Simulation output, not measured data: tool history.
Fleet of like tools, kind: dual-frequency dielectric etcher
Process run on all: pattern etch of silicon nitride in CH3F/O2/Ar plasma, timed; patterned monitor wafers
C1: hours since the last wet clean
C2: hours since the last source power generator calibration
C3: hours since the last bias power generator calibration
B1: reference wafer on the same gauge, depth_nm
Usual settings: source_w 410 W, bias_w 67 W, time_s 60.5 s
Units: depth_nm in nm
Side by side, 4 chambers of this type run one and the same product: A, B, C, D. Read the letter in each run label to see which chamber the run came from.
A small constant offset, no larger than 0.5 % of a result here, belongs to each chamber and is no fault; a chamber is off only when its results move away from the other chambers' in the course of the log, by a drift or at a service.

{"run": "1B", "day": 0.488, "source_w": 410, "bias_w": 67, "time_s": 60.5, "C1": 504.0, "C2": 42.0, "C3": 3475.9, "B1": 36.903, "depth_nm": 41.974}
{"run": "2A", "day": 0.988, "source_w": 410, "bias_w": 67, "time_s": 60.5, "C1": 328.0, "C2": 951.5, "C3": 3597.2, "B1": 36.893, "depth_nm": 41.741}
{"run": "3C", "day": 1.342, "source_w": 410, "bias_w": 67, "time_s": 60.5, "C1": 392.2, "C2": 1754.4, "C3": 600.7, "B1": 36.869, "depth_nm": 41.814}
{"run": "4D", "day": 1.821, "source_w": 410, "bias_w": 67, "time_s": 60.5, "C1": 64.5, "C2": 1571.2, "C3": 813.9, "B1": 36.89, "depth_nm": 41.332}
{"run": "5D", "day": 2.212, "source_w": 410, "bias_w": 67, "time_s": 60.5, "C1": 73.9, "C2": 1580.6, "C3": 823.3, "B1": 36.936, "depth_nm": 41.487}
{"day": 2.588, "done": "chamber B: wet clean of the chamber"}
{"run": "6A", "day": 2.8, "source_w": 410, "bias_w": 67, "time_s": 60.5, "C1": 371.5, "C2": 995.0, "C3": 3640.7, "B1": 36.922, "depth_nm": 41.693}
{"run": "7C", "day": 3.325, "source_w": 410, "bias_w": 67, "time_s": 60.5, "C1": 439.8, "C2": 1802.0, "C3": 648.3, "B1": 36.909, "depth_nm": 41.78}
{"run": "8B", "day": 3.662, "source_w": 410, "bias_w": 67, "time_s": 60.5, "C1": 25.8, "C2": 118.2, "C3": 3552.1, "B1": 36.913, "depth_nm": 41.784}
{"run": "9A", "day": 4.025, "source_w": 410, "bias_w": 67, "time_s": 60.5, "C1": 400.9, "C2": 1024.4, "C3": 3670.1, "B1": 36.913, "depth_nm": 41.632}
{"run": "10C", "day": 4.396, "source_w": 410, "bias_w": 67, "time_s": 60.5, "C1": 465.5, "C2": 1827.7, "C3": 674.0, "B1": 36.9, "depth_nm": 41.766}
{"run": "11D", "day": 4.7, "source_w": 410, "bias_w": 67, "time_s": 60.5, "C1": 133.6, "C2": 1640.3, "C3": 883.0, "B1": 36.915, "depth_nm": 41.73}
{"run": "12B", "day": 4.996, "source_w": 410, "bias_w": 67, "time_s": 60.5, "C1": 57.8, "C2": 150.2, "C3": 3584.1, "B1": 36.906, "depth_nm": 41.853}
{"run": "13D", "day": 5.288, "source_w": 410, "bias_w": 67, "time_s": 60.5, "C1": 147.7, "C2": 1654.4, "C3": 897.1, "B1": 36.913, "depth_nm": 41.654}
{"day": 5.562, "done": "chamber C: wet clean of the chamber"}
{"run": "14B", "day": 5.596, "source_w": 410, "bias_w": 67, "time_s": 60.5, "C1": 72.2, "C2": 164.6, "C3": 3598.5, "B1": 36.928, "depth_nm": 41.863}
{"run": "15C", "day": 5.908, "source_w": 410, "bias_w": 67, "time_s": 60.5, "C1": 8.3, "C2": 1864.0, "C3": 710.3, "B1": 36.914, "depth_nm": 41.913}
{"run": "16A", "day": 6.467, "source_w": 410, "bias_w": 67, "time_s": 60.5, "C1": 459.5, "C2": 1083.0, "C3": 3728.7, "B1": 36.874, "depth_nm": 41.804}
{"run": "17D", "day": 6.733, "source_w": 410, "bias_w": 67, "time_s": 60.5, "C1": 182.4, "C2": 1689.1, "C3": 931.8, "B1": 36.908, "depth_nm": 41.782}
{"run": "18A", "day": 7.183, "source_w": 410, "bias_w": 67, "time_s": 60.5, "C1": 476.7, "C2": 1100.2, "C3": 3745.9, "B1": 36.914, "depth_nm": 41.592}
{"run": "19B", "day": 7.446, "source_w": 410, "bias_w": 67, "time_s": 60.5, "C1": 116.6, "C2": 209.0, "C3": 3642.9, "B1": 36.898, "depth_nm": 41.906}
{"run": "20C", "day": 8.012, "source_w": 410, "bias_w": 67, "time_s": 60.5, "C1": 58.8, "C2": 1914.5, "C3": 760.8, "B1": 36.917, "depth_nm": 41.866}
{"run": "21D", "day": 8.321, "source_w": 410, "bias_w": 67, "time_s": 60.5, "C1": 220.5, "C2": 1727.2, "C3": 969.9, "B1": 36.892, "depth_nm": 41.687}
{"run": "22C", "day": 8.812, "source_w": 410, "bias_w": 67, "time_s": 60.5, "C1": 78.0, "C2": 1933.7, "C3": 780.0, "B1": 36.896, "depth_nm": 41.654}
{"run": "23B", "day": 9.088, "source_w": 410, "bias_w": 67, "time_s": 60.5, "C1": 156.0, "C2": 248.4, "C3": 3682.3, "B1": 36.893, "depth_nm": 41.739}
{"run": "24A", "day": 9.575, "source_w": 410, "bias_w": 67, "time_s": 60.5, "C1": 534.1, "C2": 1157.6, "C3": 3803.3, "B1": 36.908, "depth_nm": 41.388}
{"run": "25A", "day": 9.938, "source_w": 410, "bias_w": 67, "time_s": 60.5, "C1": 542.8, "C2": 1166.3, "C3": 3812.0, "B1": 36.922, "depth_nm": 41.229}
{"run": "26B", "day": 10.292, "source_w": 410, "bias_w": 67, "time_s": 60.5, "C1": 184.9, "C2": 277.3, "C3": 3711.2, "B1": 36.886, "depth_nm": 41.781}
{"run": "27C", "day": 10.604, "source_w": 410, "bias_w": 67, "time_s": 60.5, "C1": 121.0, "C2": 1976.7, "C3": 823.0, "B1": 36.891, "depth_nm": 41.802}
{"run": "28D", "day": 11.192, "source_w": 410, "bias_w": 67, "time_s": 60.5, "C1": 289.4, "C2": 1796.1, "C3": 1038.8, "B1": 36.905, "depth_nm": 41.698}
{"run": "29D", "day": 11.75, "source_w": 410, "bias_w": 67, "time_s": 60.5, "C1": 302.8, "C2": 1809.5, "C3": 1052.2, "B1": 36.899, "depth_nm": 41.481}
{"run": "30C", "day": 12.296, "source_w": 410, "bias_w": 67, "time_s": 60.5, "C1": 161.6, "C2": 2017.3, "C3": 863.6, "B1": 36.911, "depth_nm": 41.846}
{"run": "31A", "day": 12.642, "source_w": 380, "bias_w": 67, "time_s": 66.5, "C1": 607.7, "C2": 1231.2, "C3": 3876.9, "B1": 36.874, "depth_nm": 43.651}
{"run": "32B", "day": 12.946, "source_w": 380, "bias_w": 67, "time_s": 66.5, "C1": 248.6, "C2": 341.0, "C3": 3774.9, "B1": 36.916, "depth_nm": 44.717}
{"run": "33D", "day": 13.233, "source_w": 380, "bias_w": 67, "time_s": 66.5, "C1": 338.4, "C2": 1845.1, "C3": 1087.8, "B1": 36.879, "depth_nm": 44.545}
{"run": "34B", "day": 13.704, "source_w": 380, "bias_w": 67, "time_s": 66.5, "C1": 266.8, "C2": 359.2, "C3": 3793.1, "B1": 36.902, "depth_nm": 44.571}
{"run": "35A", "day": 14.221, "source_w": 460, "bias_w": 67, "time_s": 60.5, "C1": 645.6, "C2": 1269.1, "C3": 3914.8, "B1": 36.904, "depth_nm": 42.724}
{"run": "36C", "day": 14.725, "source_w": 460, "bias_w": 67, "time_s": 60.5, "C1": 219.9, "C2": 2075.6, "C3": 921.9, "B1": 36.906, "depth_nm": 43.609}
{"run": "37A", "day": 15.108, "source_w": 460, "bias_w": 67, "time_s": 60.5, "C1": 666.9, "C2": 1290.4, "C3": 3936.1, "B1": 36.892, "depth_nm": 42.503}
{"run": "38D", "day": 15.429, "source_w": 460, "bias_w": 67, "time_s": 60.5, "C1": 391.1, "C2": 1897.8, "C3": 1140.5, "B1": 36.916, "depth_nm": 43.424}
{"run": "39B", "day": 16.029, "source_w": 410, "bias_w": 72, "time_s": 73.5, "C1": 322.6, "C2": 415.0, "C3": 3848.9, "B1": 36.922, "depth_nm": 52.056}

Next, all 4 chambers run the settings below, one line each with question marks for the results. What does each chamber give?
{"run": "40A", "day": 16.467, "source_w": 490, "bias_w": 67, "time_s": 60.5, "depth_nm": "?"}
{"run": "40B", "day": 16.467, "source_w": 490, "bias_w": 67, "time_s": 60.5, "depth_nm": "?"}
{"run": "40C", "day": 16.467, "source_w": 490, "bias_w": 67, "time_s": 60.5, "depth_nm": "?"}
{"run": "40D", "day": 16.467, "source_w": 490, "bias_w": 67, "time_s": 60.5, "depth_nm": "?"}

run=40A depth_nm=43.393
run=40B depth_nm=44.639
run=40C depth_nm=44.946
run=40D depth_nm=44.161
